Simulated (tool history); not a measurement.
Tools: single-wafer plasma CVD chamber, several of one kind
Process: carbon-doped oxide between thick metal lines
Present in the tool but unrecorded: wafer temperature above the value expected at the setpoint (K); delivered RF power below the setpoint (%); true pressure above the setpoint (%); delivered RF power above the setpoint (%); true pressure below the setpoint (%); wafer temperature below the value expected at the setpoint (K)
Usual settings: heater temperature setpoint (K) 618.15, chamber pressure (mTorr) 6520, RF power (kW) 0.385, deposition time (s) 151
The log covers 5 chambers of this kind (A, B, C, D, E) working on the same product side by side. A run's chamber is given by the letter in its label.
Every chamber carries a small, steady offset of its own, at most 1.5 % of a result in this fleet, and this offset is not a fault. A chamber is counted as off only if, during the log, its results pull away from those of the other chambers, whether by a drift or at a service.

run,day,heater temperature setpoint (K),chamber pressure (mTorr),RF power (kW),deposition time (s),hours since the last thermocouple change,hours since the last RF generator calibration,hours since the last manometer calibration,"read-back reference wafer on the same gauge, thickness_nm",mean film thickness on the monitor wafer (Å)
1D,0.196,618.15,6520,0.385,151,1531.4,216.9,1303.1,638.07,6679.2
2C,0.412,618.15,6520,0.385,151,774.8,1730.2,343.2,638.15,6699.2
3A,0.633,618.15,6520,0.385,151,1912.2,1808.6,361.8,638.02,6648.6
4E,0.942,618.15,6520,0.385,151,696,481.1,1869.8,638.31,6624.6
5B,1.125,625.15,6520,0.44,151,1063.9,1330.3,189.6,638.42,7145.7
6D,1.275,625.15,6520,0.44,151,1557.3,242.8,1329,638.44,7220.7
7E,1.55,625.15,6520,0.44,151,710.6,495.7,1884.4,638.55,7186.4
8B,1.833,625.15,6520,0.44,151,1080.9,1347.3,206.6,638.82,7143.4
9C,2.121,625.15,6520,0.44,151,815.8,1771.2,384.2,639.06,7263.1
10A,2.321,618.15,6520,0.385,151,1952.7,1849.1,402.3,638.99,6662
11B,2.517,618.15,6520,0.385,151,1097.3,1363.7,223,639.02,6582.8
12A,2.838,618.15,5010,0.385,151,1965.1,1861.5,414.7,639.26,6428
# day 2.933: chamber D: thermocouple changed; heater temperature recalibrated
13D,3.138,618.15,5010,0.385,151,4.9,287.5,1373.7,639.17,6459.9
14C,3.304,618.15,5010,0.385,151,844.2,1799.6,412.6,639.19,6483
15E,3.508,618.15,5010,0.385,151,757.6,542.7,1931.4,639.52,6419.1
16D,3.812,618.15,5010,0.385,151,21.1,303.7,1389.9,639.68,6456
17C,4.075,618.15,6520,0.36,151,862.7,1818.1,431.1,639.82,6384.7
18B,4.238,618.15,6520,0.36,151,1138.6,1405,264.3,639.59,6269.4
19E,4.396,618.15,6520,0.36,151,778.9,564,1952.7,639.71,6307.9
20A,4.575,618.15,6520,0.36,151,2006.8,1903.2,456.4,640.04,6327.7
21B,4.792,618.15,6520,0.36,151,1151.9,1418.3,277.6,639.98,6265.4
# day 4.854: chamber C: RF generator calibrated
22C,5.108,618.15,5870,0.41,151,887.5,6.2,455.9,640.19,6959.1
23A,5.4,618.15,5870,0.41,151,2026.6,1923,476.2,640.45,6897.2
24E,5.575,618.15,5870,0.41,151,807.2,592.3,1981,640.49,6882.7
25D,5.754,618.15,5870,0.41,151,67.7,350.3,1436.5,640.41,6936.5
26B,5.904,618.15,5870,0.41,151,1178.6,1445,304.3,640.68,6861.3
27A,6.1,618.15,6520,0.44,142,2043.4,1939.8,493,640.76,6905.2
28C,6.275,618.15,6520,0.44,142,915.5,34.2,483.9,640.68,6991.1
29D,6.479,618.15,6520,0.44,142,85.1,367.7,1453.9,640.73,6958.5
30E,6.679,618.15,6520,0.44,142,833.7,618.8,2007.5,640.85,6887.2
31A,6.875,618.15,6520,0.44,142,2062,1958.4,511.6,641.13,6906
32B,7.162,618.15,6520,0.385,151,1208.8,1475.2,334.5,641.07,6626.9
33C,7.354,618.15,6520,0.385,151,941.4,60.1,509.8,641.14,6740
34E,7.604,618.15,6520,0.385,151,855.9,641,2029.7,641.33,6638.9
35D,7.833,618.15,6520,0.385,151,117.6,400.2,1486.4,641.35,6701.2
36E,8.088,618.15,6520,0.385,151,867.5,652.6,2041.3,641.62,6650.5
37D,8.375,618.15,6520,0.385,151,130.6,413.2,1499.4,641.58,6731.3

Each of the 5 chambers runs these same settings next. Fill in every chamber's results:
38A,8.608,627.15,6520,0.385,151,,,,,?
38B,8.608,627.15,6520,0.385,151,,,,,?
38C,8.608,627.15,6520,0.385,151,,,,,?
38D,8.608,627.15,6520,0.385,151,,,,,?
38E,8.608,627.15,6520,0.385,151,,,,,?

run,mean film thickness on the monitor wafer (Å)
38A,6537
38B,6482.7
38C,6584.4
38D,6550.5
38E,6502.3
